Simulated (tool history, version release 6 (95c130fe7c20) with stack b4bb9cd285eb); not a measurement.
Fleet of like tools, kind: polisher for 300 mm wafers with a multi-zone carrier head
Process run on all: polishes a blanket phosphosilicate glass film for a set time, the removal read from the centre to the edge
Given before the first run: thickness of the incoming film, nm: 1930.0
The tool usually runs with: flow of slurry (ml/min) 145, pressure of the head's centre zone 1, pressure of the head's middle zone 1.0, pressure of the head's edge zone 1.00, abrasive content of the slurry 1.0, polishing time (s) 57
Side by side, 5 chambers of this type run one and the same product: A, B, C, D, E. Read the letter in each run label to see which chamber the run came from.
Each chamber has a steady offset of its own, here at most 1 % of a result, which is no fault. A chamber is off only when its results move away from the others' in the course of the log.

run,hour,flow of slurry (ml/min),pressure of the head's centre zone,pressure of the head's middle zone,pressure of the head's edge zone,abrasive content of the slurry,polishing time (s),wafers polished on this pad,hours since the slurry nozzle was cleaned,hours since the centre zone pressure was calibrated,hours since the edge zone pressure was calibrated,film removed at the wafer's centre (angstrom),film removed at mid-radius (angstrom),film removed at the wafer's edge (angstrom)
1C,9.2,145,1,1.0,1.00,1.0,57,585,23.3,157.4,122.9,2691.5,2703.5,2751.2
2B,16.3,145,1,1.0,1.00,1.0,57,642,299.5,659.8,885.0,2745.8,2699.3,2673.9
3D,24.4,145,1,1.0,1.00,1.0,57,606,705.2,427.3,129.7,2653.7,2669.3,2686.0
# hour 32.9: chamber D: worn pad replaced by a new one
4A,35.4,145,1,1.0,1.00,1.0,57,759,301.6,475.2,122.8,2736.4,2717.6,2700.3
5E,41.2,145,1,0.9,1.00,1.0,57,631,524.5,1280.4,362.8,2700.7,2397.4,2699.9
# hour 49.8: chamber E: slurry nozzle cleaned
6C,51.6,145,1,0.9,1.00,1.0,57,934,65.7,199.8,165.3,2704.0,2421.5,2694.1
# hour 59.2: chamber A: slurry nozzle cleaned
7B,61.0,145,1,0.9,1.00,1.0,57,1010,344.2,704.5,929.7,2718.4,2430.9,2718.3
# hour 63.0: chamber A: worn pad replaced by a new one
# hour 66.8: chamber E: worn pad replaced by a new one
8A,68.6,145,1,0.9,1.00,1.0,57,46,9.4,508.4,156.0,2713.8,2434.2,2701.1
# hour 73.2: chamber B: slurry nozzle cleaned
9D,77.4,145,1,0.9,1.00,1.0,57,366,758.2,480.3,182.7,2658.0,2444.0,2712.6
10E,87.0,145,1,1.0,1.00,1.0,57,166,37.2,1326.2,408.6,2733.2,2754.9,2723.8
# hour 87.3: chamber C: worn pad replaced by a new one
11A,98.0,145,1,1.0,1.00,1.0,57,288,38.8,537.8,185.4,2727.4,2661.1,2736.5
# hour 106.3: chamber D: worn pad replaced by a new one
12D,108.2,145,1,1.0,1.00,1.0,57,15,789.0,511.1,213.5,2723.4,2702.0,2710.3
13E,114.1,145,1,1.0,1.00,1.0,57,390,64.3,1353.3,435.7,2707.2,2712.9,2728.6
# hour 118.1: chamber B: edge zone pressure recalibrated
14B,119.8,145,1,1.0,1.00,1.0,57,1494,46.7,763.3,1.8,2685.4,2655.6,2700.4
15C,128.9,145,1,1.0,1.00,1.0,57,342,143.0,277.1,242.6,2685.1,2724.8,2674.5
# hour 130.3: chamber B: worn pad replaced by a new one
16C,139.9,145,1,1.0,1.00,1.0,57,433,154.0,288.1,253.6,2718.5,2750.9,2720.4
# hour 145.3: chamber D: slurry nozzle cleaned
17B,150.9,145,1,1.0,1.00,1.0,57,170,77.8,794.4,32.9,2724.8,2732.0,2713.9
18A,161.6,145,1,1.0,1.00,1.0,57,811,102.4,601.4,249.0,2722.0,2645.0,2744.5
19D,169.2,145,1,1.0,1.00,1.0,57,518,23.9,572.1,274.5,2693.6,2747.7,2726.3
# hour 169.6: chamber D: worn pad replaced by a new one
# hour 170.1: chamber E: worn pad replaced by a new one
20E,178.7,145,1,1.0,1.04,1.0,71,71,128.9,1417.9,500.3,3356.1,3367.4,3473.2
21B,185.2,145,1,1.0,1.04,1.0,71,452,112.1,828.7,67.2,3316.3,3410.7,3448.3
22E,194.6,145,1,1.0,1.04,1.0,71,202,144.8,1433.8,516.2,3382.6,3356.4,3433.0
# hour 200.4: chamber A: worn pad replaced by a new one
23D,203.5,145,1,1.0,1.04,1.0,71,279,58.2,606.4,308.8,3350.2,3373.8,3449.7
24A,208.9,145,1,1.0,1.04,1.0,71,70,149.7,648.7,296.3,3337.5,3263.9,3425.3
25C,216.6,145,1,1.0,1.00,1.0,57,1064,230.7,364.8,330.3,2727.7,2757.7,2742.0
26B,226.7,145,1,1.0,1.00,1.0,57,794,153.6,870.2,108.7,2695.1,2698.3,2681.4
27D,232.9,145,1,1.0,1.00,1.0,57,521,87.6,635.8,338.2,2710.8,2737.9,2733.2
# hour 233.9: chamber D: worn pad replaced by a new one
28E,239.3,145,1,1.0,1.00,1.0,57,570,189.5,1478.5,560.9,2694.1,2672.9,2714.7
# hour 247.1: chamber A: centre zone pressure recalibrated
29C,251.0,145,1,1.0,1.00,1.0,57,1347,265.1,399.2,364.7,2710.3,2714.1,2759.2
# hour 260.0: chamber E: worn pad replaced by a new one
30A,260.4,145,1,1.0,1.00,1.0,57,494,201.2,13.3,347.8,2662.9,2722.8,2708.0
31D,271.7,145,1,1.0,1.00,1.0,57,311,126.4,674.6,377.0,2726.7,2640.4,2685.6
# hour 275.3: chamber C: worn pad replaced by a new one
32C,277.3,145,1,1.0,1.00,1.0,57,16,291.4,425.5,391.0,2637.7,2691.4,2746.6
33E,283.9,145,1,1.0,1.00,1.0,57,197,234.1,1523.1,605.5,2711.9,2696.5,2736.6
# hour 289.5: chamber E: centre zone pressure recalibrated
34A,290.4,145,1,1.0,1.00,1.0,57,741,231.2,43.3,377.8,2725.0,2659.7,2680.4
# hour 294.6: chamber B: worn pad replaced by a new one
35B,296.1,145,1,1.0,1.00,1.0,57,12,223.0,939.6,178.1,2683.9,2685.5,2723.5
# hour 306.1: chamber A: worn pad replaced by a new one
36D,307.3,145,1,1.0,1.00,1.0,57,604,162.0,710.2,412.6,2696.4,2756.7,2699.1
# hour 311.8: chamber D: worn pad replaced by a new one
37E,315.8,145,1,1.0,1.00,1.0,57,459,266.0,26.4,637.4,2679.7,2658.0,2722.9
38A,322.9,145,1,1.0,1.00,1.0,57,138,263.7,75.8,410.3,2745.0,2650.0,2663.4
39C,333.3,145,1,0.9,1.00,0.9,57,477,347.4,481.5,447.0,2551.7,2354.2,2596.3
40B,340.0,145,1,0.9,1.00,0.9,57,374,266.9,983.5,222.0,2627.8,2291.2,2591.2
41B,351.5,145,1,0.9,1.00,0.9,57,468,278.4,995.0,233.5,2612.1,2340.9,2582.4
# hour 355.6: chamber E: worn pad replaced by a new one
42E,361.6,145,1,0.9,1.00,0.9,57,49,311.8,72.2,683.2,2567.7,2365.2,2584.8
43D,370.9,145,1,0.9,1.00,0.9,57,486,225.6,773.8,476.2,2574.0,2359.2,2580.8

Predict what each chamber gives when all 5 of them run the settings below next.
44A,379.4,145,1,1.0,1.00,1.0,57,,,,,?,?,?
44B,379.4,145,1,1.0,1.00,1.0,57,,,,,?,?,?
44C,379.4,145,1,1.0,1.00,1.0,57,,,,,?,?,?
44D,379.4,145,1,1.0,1.00,1.0,57,,,,,?,?,?
44E,379.4,145,1,1.0,1.00,1.0,57,,,,,?,?,?

run,film removed at the wafer's centre (angstrom),film removed at mid-radius (angstrom),film removed at the wafer's edge (angstrom)
44A,2695.6,2695.1,2704.3
44B,2719.4,2674.6,2704.6
44C,2663.4,2719.2,2687.4
44D,2717.4,2676.2,2702.8
44E,2696.0,2699.0,2730.1
